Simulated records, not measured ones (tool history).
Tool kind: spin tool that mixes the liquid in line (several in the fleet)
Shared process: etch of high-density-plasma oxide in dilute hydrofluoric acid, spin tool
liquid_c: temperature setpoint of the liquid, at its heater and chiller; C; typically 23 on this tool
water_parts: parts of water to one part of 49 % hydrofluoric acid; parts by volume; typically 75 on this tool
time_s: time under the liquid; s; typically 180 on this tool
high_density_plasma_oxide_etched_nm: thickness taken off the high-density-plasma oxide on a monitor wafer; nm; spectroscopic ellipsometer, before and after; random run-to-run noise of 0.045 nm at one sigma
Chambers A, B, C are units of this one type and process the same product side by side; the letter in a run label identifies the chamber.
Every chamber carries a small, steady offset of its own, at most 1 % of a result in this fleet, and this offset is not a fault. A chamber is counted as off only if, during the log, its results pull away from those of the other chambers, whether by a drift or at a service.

run	hour	liquid_c	water_parts	time_s	read-back film thickness of the high-density-plasma oxide reference wafer, read on the same gauge (nm)	high_density_plasma_oxide_etched_nm
# hour 1.7: chamber A: thermometer replaced
1B	5.8	23	75	180	50.018	12.021
2C	14	23	75	180	49.97	12.091
3A	18.7	23	75	180	50.028	12.235
4B	24.9	23	75	180	50.024	12.124
5A	32.8	23	75	180	50.029	12.275
6C	40.6	23	75	180	49.981	12.084
7A	48.7	23	75	180	50.024	12.296
8B	52.9	23	75	180	49.997	12.134
9C	59.7	23	75	180	49.963	12.035
10A	67.4	23	75	180	50.015	12.343
11B	72.7	23	75	180	49.982	12.18
12C	78.2	23	75	180	50.04	12.079
13B	82.1	21.5	50	180	49.995	17.485
14C	88.5	21.5	50	180	50.003	17.463
15A	95.1	21.5	50	180	50	18.371
16A	103.1	23	75	180	49.98	12.521
17C	107.6	28	75	180	49.998	14.749
18B	116.3	28	75	180	50.024	14.648
19B	120.8	28	75	180	49.988	14.7
20A	125.7	23	75	180	49.995	12.561
21C	130.5	23	75	180	50.006	12.135
22C	135.4	23	75	180	49.959	12.145
23A	141	23	75	180	49.975	12.608
24B	148.9	23	75	180	50.025	12.135
25C	156.4	23	75	180	50.058	12.048
26A	163.3	23	75	180	49.988	12.653
27B	171.4	23	75	180	50.023	12.089
28C	177.8	23	75	180	49.985	12.066
29A	182.9	23	75	180	50.019	12.734
30B	187.5	23	75	250	50.024	16.761
31C	193.2	23	75	250	49.998	16.76
32A	199.9	23	75	250	49.981	17.793
33B	206	23	75	180	50.009	12.09
34C	211.4	23	75	180	49.993	12.08
35A	218.4	23	55	245	50.005	24.549
36B	224.8	23	55	245	50.032	22.865
37A	231.1	23	55	245	50.018	24.44
38C	235.8	27	75	140	50.022	11.101

Has any chamber moved away from the others, gradually or after a service, or does the common gauge drift, or do the chambers differ only by their own small steady offsets? State the chamber and the most likely cause if one applies.

One chamber, A, drifts off from the rest bit by bit.
Most likely cause: hydrofluoric acid flow above the setpoint (%) = 5.01.
With only this log, it may be confused with: liquid hotter than its thermometer reads (K).

Chamber A could run next with any of the 4 candidate recipes listed below; each alters the usual settings, and their results appear as question marks. Which one brings its results back in line with what the other chambers deliver on the usual settings?
Counts as in line when no further than this from what the other chambers average on the usual settings: high_density_plasma_oxide_etched_nm 0.16 nm
39A-1	242.2	22.5	75	180		?
39A-2	242.2	21.5	75	180		?
39A-3	242.2	24.5	75	180		?
39A-4	242.2	23.5	75	180		?

The other chambers' mean on the usual settings: high_density_plasma_oxide_etched_nm 12.1 nm
run	high_density_plasma_oxide_etched_nm
39A-1	12.63
39A-2	12.126
39A-3	13.683
39A-4	13.146
With 39A-2, the chamber falls back in line with the rest.
